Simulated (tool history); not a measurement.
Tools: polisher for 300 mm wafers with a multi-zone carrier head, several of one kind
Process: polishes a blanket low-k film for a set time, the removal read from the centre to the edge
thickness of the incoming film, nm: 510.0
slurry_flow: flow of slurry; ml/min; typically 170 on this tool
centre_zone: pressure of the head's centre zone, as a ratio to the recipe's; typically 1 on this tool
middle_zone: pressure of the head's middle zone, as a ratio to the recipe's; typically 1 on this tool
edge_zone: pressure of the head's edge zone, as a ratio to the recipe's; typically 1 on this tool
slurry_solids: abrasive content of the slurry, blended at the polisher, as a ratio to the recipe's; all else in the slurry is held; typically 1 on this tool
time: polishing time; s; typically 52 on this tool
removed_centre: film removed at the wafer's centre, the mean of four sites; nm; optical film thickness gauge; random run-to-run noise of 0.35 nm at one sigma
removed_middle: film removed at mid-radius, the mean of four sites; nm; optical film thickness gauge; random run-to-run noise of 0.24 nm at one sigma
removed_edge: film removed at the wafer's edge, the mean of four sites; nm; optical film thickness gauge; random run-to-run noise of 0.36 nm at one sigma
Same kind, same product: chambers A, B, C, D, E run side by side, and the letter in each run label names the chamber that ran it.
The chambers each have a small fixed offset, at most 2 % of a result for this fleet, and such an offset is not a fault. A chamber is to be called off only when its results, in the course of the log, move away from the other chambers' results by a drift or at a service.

{"run": "1A", "hour": 4.6, "slurry_flow": 170, "centre_zone": 1, "middle_zone": 1, "edge_zone": 1, "slurry_solids": 1, "time": 52, "removed_centre": 29.147, "removed_middle": 28.917, "removed_edge": 28.708}
{"run": "2B", "hour": 9.6, "slurry_flow": 170, "centre_zone": 1, "middle_zone": 1, "edge_zone": 1, "slurry_solids": 1, "time": 52, "removed_centre": 29.34, "removed_middle": 29.611, "removed_edge": 29.323}
{"run": "3E", "hour": 14.0, "slurry_flow": 170, "centre_zone": 1, "middle_zone": 1, "edge_zone": 1, "slurry_solids": 1, "time": 52, "removed_centre": 28.015, "removed_middle": 29.427, "removed_edge": 29.269}
{"run": "4C", "hour": 22.7, "slurry_flow": 170, "centre_zone": 1, "middle_zone": 1, "edge_zone": 1, "slurry_solids": 1, "time": 52, "removed_centre": 28.402, "removed_middle": 29.267, "removed_edge": 28.882}
{"run": "5D", "hour": 28.5, "slurry_flow": 200, "centre_zone": 1, "middle_zone": 1, "edge_zone": 1, "slurry_solids": 1.15, "time": 52, "removed_centre": 31.918, "removed_middle": 30.66, "removed_edge": 30.802}
{"run": "6A", "hour": 38.0, "slurry_flow": 200, "centre_zone": 1, "middle_zone": 1, "edge_zone": 1, "slurry_solids": 1.15, "time": 52, "removed_centre": 31.697, "removed_middle": 31.283, "removed_edge": 30.695}
{"run": "7C", "hour": 47.3, "slurry_flow": 200, "centre_zone": 1, "middle_zone": 1, "edge_zone": 1, "slurry_solids": 1.15, "time": 52, "removed_centre": 31.809, "removed_middle": 30.907, "removed_edge": 30.834}
{"run": "8B", "hour": 55.3, "slurry_flow": 200, "centre_zone": 1, "middle_zone": 1, "edge_zone": 1, "slurry_solids": 1.15, "time": 52, "removed_centre": 31.219, "removed_middle": 32.195, "removed_edge": 30.843}
{"run": "9D", "hour": 59.8, "slurry_flow": 200, "centre_zone": 1, "middle_zone": 1, "edge_zone": 1, "slurry_solids": 1.15, "time": 52, "removed_centre": 31.603, "removed_middle": 31.065, "removed_edge": 31.152}
{"run": "10E", "hour": 65.9, "slurry_flow": 170, "centre_zone": 1, "middle_zone": 1, "edge_zone": 1, "slurry_solids": 1, "time": 52, "removed_centre": 28.328, "removed_middle": 28.808, "removed_edge": 28.113}
{"hour": 72.8, "done": "chamber A: worn pad replaced by a new one"}
{"run": "11A", "hour": 73.2, "slurry_flow": 170, "centre_zone": 1, "middle_zone": 1, "edge_zone": 1, "slurry_solids": 1, "time": 52, "removed_centre": 29.183, "removed_middle": 29.05, "removed_edge": 28.397}
{"run": "12B", "hour": 78.4, "slurry_flow": 170, "centre_zone": 1, "middle_zone": 1, "edge_zone": 1, "slurry_solids": 1, "time": 52, "removed_centre": 29.117, "removed_middle": 29.172, "removed_edge": 29.269}
{"run": "13D", "hour": 82.7, "slurry_flow": 170, "centre_zone": 1, "middle_zone": 1, "edge_zone": 1, "slurry_solids": 1, "time": 52, "removed_centre": 29.401, "removed_middle": 28.532, "removed_edge": 28.541}
{"run": "14C", "hour": 89.3, "slurry_flow": 170, "centre_zone": 1, "middle_zone": 1, "edge_zone": 1, "slurry_solids": 1, "time": 52, "removed_centre": 28.899, "removed_middle": 28.706, "removed_edge": 28.268}
{"hour": 93.4, "done": "chamber C: slurry nozzle cleaned"}
{"run": "15E", "hour": 95.6, "slurry_flow": 170, "centre_zone": 1, "middle_zone": 1, "edge_zone": 1, "slurry_solids": 1, "time": 52, "removed_centre": 27.742, "removed_middle": 28.251, "removed_edge": 28.019}
{"hour": 95.9, "done": "chamber B: worn pad replaced by a new one"}
{"hour": 96.3, "done": "chamber B: centre zone pressure recalibrated"}
{"run": "16C", "hour": 103.0, "slurry_flow": 170, "centre_zone": 1, "middle_zone": 1, "edge_zone": 1, "slurry_solids": 1, "time": 52, "removed_centre": 28.934, "removed_middle": 28.839, "removed_edge": 28.934}
{"run": "17E", "hour": 112.3, "slurry_flow": 170, "centre_zone": 1, "middle_zone": 1, "edge_zone": 1, "slurry_solids": 1, "time": 52, "removed_centre": 28.702, "removed_middle": 27.862, "removed_edge": 27.849}
{"run": "18A", "hour": 117.1, "slurry_flow": 170, "centre_zone": 1, "middle_zone": 0.94, "edge_zone": 1, "slurry_solids": 1.15, "time": 52, "removed_centre": 31.283, "removed_middle": 28.787, "removed_edge": 30.428}
{"run": "19D", "hour": 122.2, "slurry_flow": 170, "centre_zone": 1, "middle_zone": 0.94, "edge_zone": 1, "slurry_solids": 1.15, "time": 52, "removed_centre": 31.093, "removed_middle": 28.745, "removed_edge": 30.909}
{"run": "20B", "hour": 126.7, "slurry_flow": 170, "centre_zone": 1, "middle_zone": 0.94, "edge_zone": 1, "slurry_solids": 1.15, "time": 52, "removed_centre": 31.559, "removed_middle": 29.041, "removed_edge": 30.944}
{"run": "21E", "hour": 134.7, "slurry_flow": 170, "centre_zone": 1, "middle_zone": 0.94, "edge_zone": 1, "slurry_solids": 1.15, "time": 52, "removed_centre": 29.861, "removed_middle": 27.543, "removed_edge": 28.307}
{"run": "22C", "hour": 141.3, "slurry_flow": 170, "centre_zone": 1, "middle_zone": 0.94, "edge_zone": 1, "slurry_solids": 1.15, "time": 52, "removed_centre": 30.876, "removed_middle": 29.363, "removed_edge": 30.703}
{"hour": 146.5, "done": "chamber E: centre zone pressure recalibrated"}
{"run": "23A", "hour": 148.5, "slurry_flow": 170, "centre_zone": 1, "middle_zone": 1, "edge_zone": 1, "slurry_solids": 1, "time": 52, "removed_centre": 29.117, "removed_middle": 29.122, "removed_edge": 28.15}
{"run": "24D", "hour": 155.0, "slurry_flow": 170, "centre_zone": 1, "middle_zone": 1, "edge_zone": 1, "slurry_solids": 1, "time": 52, "removed_centre": 29.469, "removed_middle": 28.166, "removed_edge": 28.694}
{"hour": 158.2, "done": "chamber C: worn pad replaced by a new one"}
{"run": "25B", "hour": 159.3, "slurry_flow": 170, "centre_zone": 1, "middle_zone": 1, "edge_zone": 1, "slurry_solids": 1, "time": 52, "removed_centre": 28.895, "removed_middle": 29.509, "removed_edge": 28.157}
{"run": "26A", "hour": 166.8, "slurry_flow": 170, "centre_zone": 1, "middle_zone": 1, "edge_zone": 1, "slurry_solids": 1, "time": 52, "removed_centre": 29.419, "removed_middle": 28.937, "removed_edge": 28.165}
{"hour": 170.0, "done": "chamber A: worn pad replaced by a new one"}
{"hour": 173.6, "done": "chamber D: centre zone pressure recalibrated"}
{"run": "27D", "hour": 174.4, "slurry_flow": 170, "centre_zone": 1, "middle_zone": 1, "edge_zone": 1, "slurry_solids": 1, "time": 52, "removed_centre": 28.929, "removed_middle": 28.136, "removed_edge": 28.47}
{"run": "28C", "hour": 182.2, "slurry_flow": 170, "centre_zone": 1, "middle_zone": 1, "edge_zone": 1, "slurry_solids": 1, "time": 52, "removed_centre": 28.545, "removed_middle": 28.399, "removed_edge": 28.593}
{"hour": 184.2, "done": "chamber D: worn pad replaced by a new one"}
{"run": "29B", "hour": 190.2, "slurry_flow": 170, "centre_zone": 1, "middle_zone": 1, "edge_zone": 1, "slurry_solids": 1, "time": 52, "removed_centre": 29.586, "removed_middle": 29.084, "removed_edge": 29.763}
{"run": "30E", "hour": 195.6, "slurry_flow": 170, "centre_zone": 1, "middle_zone": 1, "edge_zone": 1, "slurry_solids": 1, "time": 52, "removed_centre": 26.535, "removed_middle": 26.843, "removed_edge": 26.78}
{"run": "31D", "hour": 200.0, "slurry_flow": 170, "centre_zone": 1, "middle_zone": 1, "edge_zone": 1, "slurry_solids": 1, "time": 52, "removed_centre": 29.029, "removed_middle": 28.514, "removed_edge": 29.082}
{"hour": 200.7, "done": "chamber D: slurry nozzle cleaned"}
{"hour": 201.3, "done": "chamber A: centre zone pressure recalibrated"}
{"run": "32E", "hour": 207.2, "slurry_flow": 170, "centre_zone": 1, "middle_zone": 1, "edge_zone": 1, "slurry_solids": 1, "time": 52, "removed_centre": 26.204, "removed_middle": 26.469, "removed_edge": 26.662}
{"hour": 207.6, "done": "chamber C: centre zone pressure recalibrated"}
{"run": "33B", "hour": 214.2, "slurry_flow": 170, "centre_zone": 1, "middle_zone": 1, "edge_zone": 1, "slurry_solids": 1, "time": 52, "removed_centre": 29.299, "removed_middle": 29.043, "removed_edge": 28.096}
{"run": "34A", "hour": 222.4, "slurry_flow": 170, "centre_zone": 1, "middle_zone": 1, "edge_zone": 1, "slurry_solids": 1.2, "time": 52, "removed_centre": 31.57, "removed_middle": 31.25, "removed_edge": 30.673}
{"run": "35C", "hour": 226.8, "slurry_flow": 170, "centre_zone": 1, "middle_zone": 1, "edge_zone": 1, "slurry_solids": 1.2, "time": 52, "removed_centre": 30.477, "removed_middle": 31.263, "removed_edge": 31.181}
{"hour": 227.1, "done": "chamber B: worn pad replaced by a new one"}
{"run": "36B", "hour": 232.0, "slurry_flow": 170, "centre_zone": 1, "middle_zone": 1, "edge_zone": 1, "slurry_solids": 1.2, "time": 52, "removed_centre": 31.734, "removed_middle": 31.405, "removed_edge": 31.781}
{"run": "37C", "hour": 236.9, "slurry_flow": 170, "centre_zone": 1, "middle_zone": 1, "edge_zone": 1, "slurry_solids": 1.2, "time": 52, "removed_centre": 31.753, "removed_middle": 31.093, "removed_edge": 30.586}
{"hour": 245.3, "done": "chamber A: worn pad replaced by a new one"}
{"run": "38D", "hour": 245.3, "slurry_flow": 170, "centre_zone": 1, "middle_zone": 1, "edge_zone": 1, "slurry_solids": 1.2, "time": 52, "removed_centre": 31.81, "removed_middle": 30.726, "removed_edge": 30.654}
{"run": "39E", "hour": 254.3, "slurry_flow": 170, "centre_zone": 1, "middle_zone": 1, "edge_zone": 1, "slurry_solids": 0.8, "time": 35, "removed_centre": 15.397, "removed_middle": 15.788, "removed_edge": 15.478}
{"run": "40A", "hour": 260.5, "slurry_flow": 170, "centre_zone": 1, "middle_zone": 1, "edge_zone": 1, "slurry_solids": 0.8, "time": 35, "removed_centre": 17.374, "removed_middle": 17.195, "removed_edge": 16.85}
{"run": "41D", "hour": 265.8, "slurry_flow": 170, "centre_zone": 1, "middle_zone": 1, "edge_zone": 1, "slurry_solids": 0.8, "time": 35, "removed_centre": 17.552, "removed_middle": 17.087, "removed_edge": 17.208}
{"run": "42B", "hour": 275.2, "slurry_flow": 170, "centre_zone": 1, "middle_zone": 1, "edge_zone": 1, "slurry_solids": 0.8, "time": 35, "removed_centre": 17.543, "removed_middle": 17.658, "removed_edge": 17.297}

Next, all 5 chambers run the settings below, one line each with question marks for the results. What does each chamber give?
{"run": "43A", "hour": 281.9, "slurry_flow": 170, "centre_zone": 1, "middle_zone": 1, "edge_zone": 1, "slurry_solids": 1, "time": 52, "removed_centre": "?", "removed_middle": "?", "removed_edge": "?"}
{"run": "43B", "hour": 281.9, "slurry_flow": 170, "centre_zone": 1, "middle_zone": 1, "edge_zone": 1, "slurry_solids": 1, "time": 52, "removed_centre": "?", "removed_middle": "?", "removed_edge": "?"}
{"run": "43C", "hour": 281.9, "slurry_flow": 170, "centre_zone": 1, "middle_zone": 1, "edge_zone": 1, "slurry_solids": 1, "time": 52, "removed_centre": "?", "removed_middle": "?", "removed_edge": "?"}
{"run": "43D", "hour": 281.9, "slurry_flow": 170, "centre_zone": 1, "middle_zone": 1, "edge_zone": 1, "slurry_solids": 1, "time": 52, "removed_centre": "?", "removed_middle": "?", "removed_edge": "?"}
{"run": "43E", "hour": 281.9, "slurry_flow": 170, "centre_zone": 1, "middle_zone": 1, "edge_zone": 1, "slurry_solids": 1, "time": 52, "removed_centre": "?", "removed_middle": "?", "removed_edge": "?"}

run=43A removed_centre=28.505 removed_middle=29.193 removed_edge=28.371
run=43B removed_centre=29.637 removed_middle=29.2 removed_edge=28.92
run=43C removed_centre=29.081 removed_middle=28.879 removed_edge=28.744
run=43D removed_centre=28.592 removed_middle=28.566 removed_edge=28.855
run=43E removed_centre=25.188 removed_middle=26.117 removed_edge=25.19
